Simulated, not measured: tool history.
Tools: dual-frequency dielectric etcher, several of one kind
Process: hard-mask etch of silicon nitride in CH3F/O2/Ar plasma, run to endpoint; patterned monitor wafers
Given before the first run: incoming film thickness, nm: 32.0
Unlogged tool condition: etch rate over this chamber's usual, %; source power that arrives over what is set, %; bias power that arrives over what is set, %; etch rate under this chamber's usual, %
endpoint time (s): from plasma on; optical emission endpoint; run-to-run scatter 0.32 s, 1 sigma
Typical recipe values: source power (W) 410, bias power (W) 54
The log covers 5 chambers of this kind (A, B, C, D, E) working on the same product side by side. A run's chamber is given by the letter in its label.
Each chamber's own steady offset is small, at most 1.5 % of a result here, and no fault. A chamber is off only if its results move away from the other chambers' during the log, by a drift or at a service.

| run | hour | source power (W) | bias power (W) | hours since the last wet clean | hours since the last source power generator calibration | hours since the last bias power generator calibration | endpoint time (s) |
|---|---|---|---|---|---|---|---|
|  | 1.3 | chamber B: bias power generator calibrated |
| 1E | 7.9 | 410 | 54 | 127.8 | 1103.7 | 1509.3 | 50.627 |
| 2C | 19.9 | 410 | 54 | 137.9 | 3240.7 | 1880.5 | 50.011 |
| 3D | 31.7 | 410 | 54 | 224.5 | 3569.2 | 736.7 | 51 |
| 4B | 40.8 | 410 | 54 | 56.4 | 1758.6 | 39.6 | 50.676 |
| 5A | 49 | 410 | 54 | 310.1 | 2845.6 | 885.1 | 50.313 |
| 6D | 55.2 | 410 | 54 | 248 | 3592.7 | 760.2 | 51.445 |
| 7C | 66.1 | 410 | 54 | 184.1 | 3286.9 | 1926.7 | 50.853 |
|  | 73 | chamber A: wet clean of the chamber |
| 8E | 73.3 | 410 | 54 | 193.2 | 1169.1 | 1574.7 | 50.564 |
| 9A | 83.8 | 410 | 54 | 10.9 | 2880.4 | 919.9 | 50.666 |
| 10B | 90.9 | 410 | 54 | 106.5 | 1808.7 | 89.7 | 51.061 |
| 11E | 99.3 | 410 | 54 | 219.2 | 1195.1 | 1600.7 | 50.473 |
| 12B | 107.9 | 410 | 54 | 123.5 | 1825.7 | 106.7 | 51.188 |
| 13C | 114.6 | 410 | 54 | 232.6 | 3335.4 | 1975.2 | 50.56 |
| 14A | 124.6 | 410 | 54 | 51.7 | 2921.2 | 960.7 | 50.209 |
|  | 124.9 | chamber C: source power generator calibrated |
| 15D | 131.3 | 410 | 54 | 324.1 | 3668.8 | 836.3 | 51.345 |
| 16D | 141.9 | 410 | 66 | 334.7 | 3679.4 | 846.9 | 48.091 |
| 17B | 148.3 | 410 | 66 | 163.9 | 1866.1 | 147.1 | 47.509 |
| 18A | 156.1 | 410 | 66 | 83.2 | 2952.7 | 992.2 | 47.082 |
| 19E | 166.9 | 410 | 66 | 286.8 | 1262.7 | 1668.3 | 46.361 |
| 20C | 174.5 | 410 | 66 | 292.5 | 49.7 | 2035.1 | 47.246 |
| 21E | 186.1 | 450 | 54 | 306 | 1281.9 | 1687.5 | 48.552 |
| 22A | 194 | 450 | 54 | 121.1 | 2990.6 | 1030.1 | 48.634 |
| 23B | 206.8 | 450 | 54 | 222.4 | 1924.6 | 205.6 | 49.439 |
| 24D | 219.5 | 450 | 54 | 412.3 | 3757 | 924.5 | 49.752 |
| 25C | 228.6 | 450 | 54 | 346.6 | 103.8 | 2089.2 | 48.938 |
| 26D | 237.4 | 410 | 54 | 430.2 | 3774.9 | 942.4 | 51.189 |
| 27E | 247.8 | 410 | 54 | 367.7 | 1343.6 | 1749.2 | 49.172 |
| 28C | 254.7 | 410 | 54 | 372.7 | 129.9 | 2115.3 | 50.679 |
| 29A | 264.8 | 410 | 54 | 191.9 | 3061.4 | 1100.9 | 50.73 |
| 30B | 275.6 | 410 | 54 | 291.2 | 1993.4 | 274.4 | 50.775 |
| 31D | 285 | 410 | 54 | 477.8 | 3822.5 | 990 | 51.43 |
| 32C | 293.2 | 410 | 54 | 411.2 | 168.4 | 2153.8 | 50.182 |
| 33A | 301.7 | 410 | 54 | 228.8 | 3098.3 | 1137.8 | 50.105 |
| 34E | 309 | 410 | 54 | 428.9 | 1404.8 | 1810.4 | 48.517 |
| 35B | 317.6 | 490 | 59 | 333.2 | 2035.4 | 316.4 | 45.729 |
| 36A | 329.4 | 490 | 59 | 256.5 | 3126 | 1165.5 | 45.409 |
| 37C | 342.2 | 490 | 59 | 460.2 | 217.4 | 2202.8 | 45.611 |

Is one chamber off against the others, does the gauge drift, or is nothing wrong? If a chamber is off, say which, and what the likeliest cause is.

Little by little, chamber E moves away from the other chambers.
Likeliest cause: etch rate over this chamber's usual, % = 5.53.

Below are 4 candidate recipes for chamber E's next run, each the usual settings with a change, their results shown as question marks. Which of them brings E's results back in line with what the other chambers give on the usual settings?
Counts as in line when no further than this from what the other chambers average on the usual settings: endpoint time (s) 1.1
| 38E-1 | 351.9 | 410 | 40 |  |  |  | ? |
| 38E-2 | 351.9 | 380 | 50 |  |  |  | ? |
| 38E-3 | 351.9 | 440 | 58 |  |  |  | ? |
| 38E-4 | 351.9 | 470 | 61 |  |  |  | ? |

The mean the other chambers reach with the usual settings: endpoint time (s) 50.716
| run | endpoint time (s) |
|---|---|
| 38E-1 | 52.687 |
| 38E-2 | 50.735 |
| 38E-3 | 45.769 |
| 38E-4 | 43.915 |
38E-2 brings the chamber back in line.
